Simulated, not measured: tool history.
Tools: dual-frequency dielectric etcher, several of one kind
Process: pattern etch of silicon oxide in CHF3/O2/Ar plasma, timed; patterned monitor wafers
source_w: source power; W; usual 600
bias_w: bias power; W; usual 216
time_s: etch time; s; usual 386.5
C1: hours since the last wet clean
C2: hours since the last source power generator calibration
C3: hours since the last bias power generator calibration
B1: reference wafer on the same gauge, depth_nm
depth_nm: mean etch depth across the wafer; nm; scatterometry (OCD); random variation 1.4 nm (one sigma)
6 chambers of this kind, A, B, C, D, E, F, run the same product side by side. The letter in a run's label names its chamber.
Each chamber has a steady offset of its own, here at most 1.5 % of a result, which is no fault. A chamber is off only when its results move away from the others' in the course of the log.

Run 1B, hour 8.5: usual settings; C1 406.6; C2 947.4; C3 1622.3; B1 828.94. Result: depth_nm 818.22 nm.
Run 2F, hour 18.5: usual settings; C1 204.4; C2 2839.2; C3 2791.3; B1 828.52. Result: depth_nm 816.39 nm.
Run 3E, hour 30.2: usual settings; C1 225.6; C2 131.6; C3 4418.2; B1 828.69. Result: depth_nm 815.01 nm.
At hour 33.4: chamber B: wet clean of the chamber.
Run 4D, hour 45.6: usual settings; C1 94.8; C2 1197.9; C3 2109.7; B1 828.15. Result: depth_nm 815.83 nm.
Run 5A, hour 59.3: usual settings; C1 156.7; C2 1101.6; C3 1262.0; B1 828.21. Result: depth_nm 816.87 nm.
Run 6C, hour 70.1: usual settings; C1 144.6; C2 1700.9; C3 2226.4; B1 827.94. Result: depth_nm 803.19 nm.
Run 7D, hour 84.8: usual settings; C1 134.0; C2 1237.1; C3 2148.9; B1 828.01. Result: depth_nm 817.54 nm.
Run 8A, hour 93.4: usual settings; C1 190.8; C2 1135.7; C3 1296.1; B1 827.48. Result: depth_nm 816.10 nm.
Run 9C, hour 108.6: usual settings; C1 183.1; C2 1739.4; C3 2264.9; B1 827.57. Result: depth_nm 803.08 nm.
Run 10B, hour 116.8: usual settings; C1 83.4; C2 1055.7; C3 1730.6; B1 827.34. Result: depth_nm 816.17 nm.
Run 11F, hour 131.3: usual settings; C1 317.2; C2 2952.0; C3 2904.1; B1 827.34. Result: depth_nm 817.75 nm.
Run 12E, hour 138.2: usual settings; C1 333.6; C2 239.6; C3 4526.2; B1 827.27. Result: depth_nm 810.19 nm.
Run 13D, hour 146.4: usual settings; C1 195.6; C2 1298.7; C3 2210.5; B1 827.27. Result: depth_nm 818.17 nm.
Run 14E, hour 158.8: usual settings but bias_w 268 W; C1 354.2; C2 260.2; C3 4546.8; B1 827.25. Result: depth_nm 880.42 nm.
At hour 165.8: chamber F: wet clean of the chamber.
Run 15B, hour 171.3: usual settings but bias_w 268 W; C1 137.9; C2 1110.2; C3 1785.1; B1 826.57. Result: depth_nm 877.79 nm.
Run 16F, hour 180.4: usual settings but bias_w 268 W; C1 14.7; C2 3001.1; C3 2953.2; B1 826.66. Result: depth_nm 876.70 nm.
Run 17C, hour 192.9: usual settings but bias_w 268 W; C1 267.4; C2 1823.7; C3 2349.2; B1 826.34. Result: depth_nm 869.47 nm.
Run 18A, hour 202.4: usual settings but bias_w 268 W; C1 299.8; C2 1244.7; C3 1405.1; B1 826.18. Result: depth_nm 878.03 nm.
Run 19C, hour 215.7: usual settings but bias_w 268 W; C1 290.2; C2 1846.5; C3 2372.0; B1 826.54. Result: depth_nm 870.11 nm.
Run 20F, hour 224.7: usual settings; C1 59.0; C2 3045.4; C3 2997.5; B1 826.13. Result: depth_nm 811.50 nm.
Run 21B, hour 240.0: usual settings; C1 206.6; C2 1178.9; C3 1853.8; B1 825.71. Result: depth_nm 817.62 nm.
Run 22A, hour 254.7: usual settings but source_w 480 W, time_s 498.0 s; C1 352.1; C2 1297.0; C3 1457.4; B1 825.77. Result: depth_nm 962.36 nm.
Run 23E, hour 266.0: usual settings but source_w 480 W, time_s 498.0 s; C1 461.4; C2 367.4; C3 4654.0; B1 825.29. Result: depth_nm 961.15 nm.
Run 24D, hour 279.5: usual settings but source_w 480 W, time_s 498.0 s; C1 328.7; C2 1431.8; C3 2343.6; B1 825.56. Result: depth_nm 960.88 nm.
Run 25F, hour 286.9: usual settings but source_w 480 W, time_s 498.0 s; C1 121.2; C2 3107.6; C3 3059.7; B1 825.41. Result: depth_nm 961.00 nm.
Run 26D, hour 299.3: usual settings but source_w 480 W, time_s 498.0 s; C1 348.5; C2 1451.6; C3 2363.4; B1 824.90. Result: depth_nm 958.00 nm.
Run 27C, hour 308.5: usual settings but source_w 480 W, time_s 498.0 s; C1 383.0; C2 1939.3; C3 2464.8; B1 825.30. Result: depth_nm 953.15 nm.
Run 28B, hour 317.5: usual settings; C1 284.1; C2 1256.4; C3 1931.3; B1 824.57. Result: depth_nm 811.42 nm.
Run 29E, hour 327.1: usual settings but source_w 480 W, bias_w 174 W; C1 522.5; C2 428.5; C3 4715.1; B1 824.77. Result: depth_nm 691.45 nm.
Run 30A, hour 341.9: usual settings but source_w 480 W, bias_w 174 W; C1 439.3; C2 1384.2; C3 1544.6; B1 824.57. Result: depth_nm 694.37 nm.
Run 31F, hour 352.9: usual settings but source_w 480 W, bias_w 174 W; C1 187.2; C2 3173.6; C3 3125.7; B1 824.13. Result: depth_nm 692.85 nm.
Run 32C, hour 360.9: usual settings but source_w 480 W, bias_w 174 W; C1 435.4; C2 1991.7; C3 2517.2; B1 824.21. Result: depth_nm 684.39 nm.
Run 33A, hour 369.3: usual settings but source_w 480 W, bias_w 174 W; C1 466.7; C2 1411.6; C3 1572.0; B1 823.94. Result: depth_nm 693.11 nm.
Run 34E, hour 377.1: usual settings but source_w 480 W, bias_w 174 W; C1 572.5; C2 478.5; C3 4765.1; B1 824.13. Result: depth_nm 689.33 nm.
Run 35B, hour 389.2: usual settings; C1 355.8; C2 1328.1; C3 2003.0; B1 823.86. Result: depth_nm 811.07 nm.
Run 36D, hour 400.2: usual settings; C1 449.4; C2 1552.5; C3 2464.3; B1 824.06. Result: depth_nm 810.52 nm.
Run 37F, hour 407.5: usual settings; C1 241.8; C2 3228.2; C3 3180.3; B1 823.69. Result: depth_nm 811.06 nm.
Run 38B, hour 421.7: usual settings; C1 388.3; C2 1360.6; C3 2035.5; B1 823.34. Result: depth_nm 812.37 nm.

Is one chamber off against the others, does the gauge drift, or is nothing wrong? If a chamber is off, say which, and what the likeliest cause is.

The gauge drifts, so all chambers seem to drift together. No chamber is off.
Cause: gauge reads low (%) = 0.689.
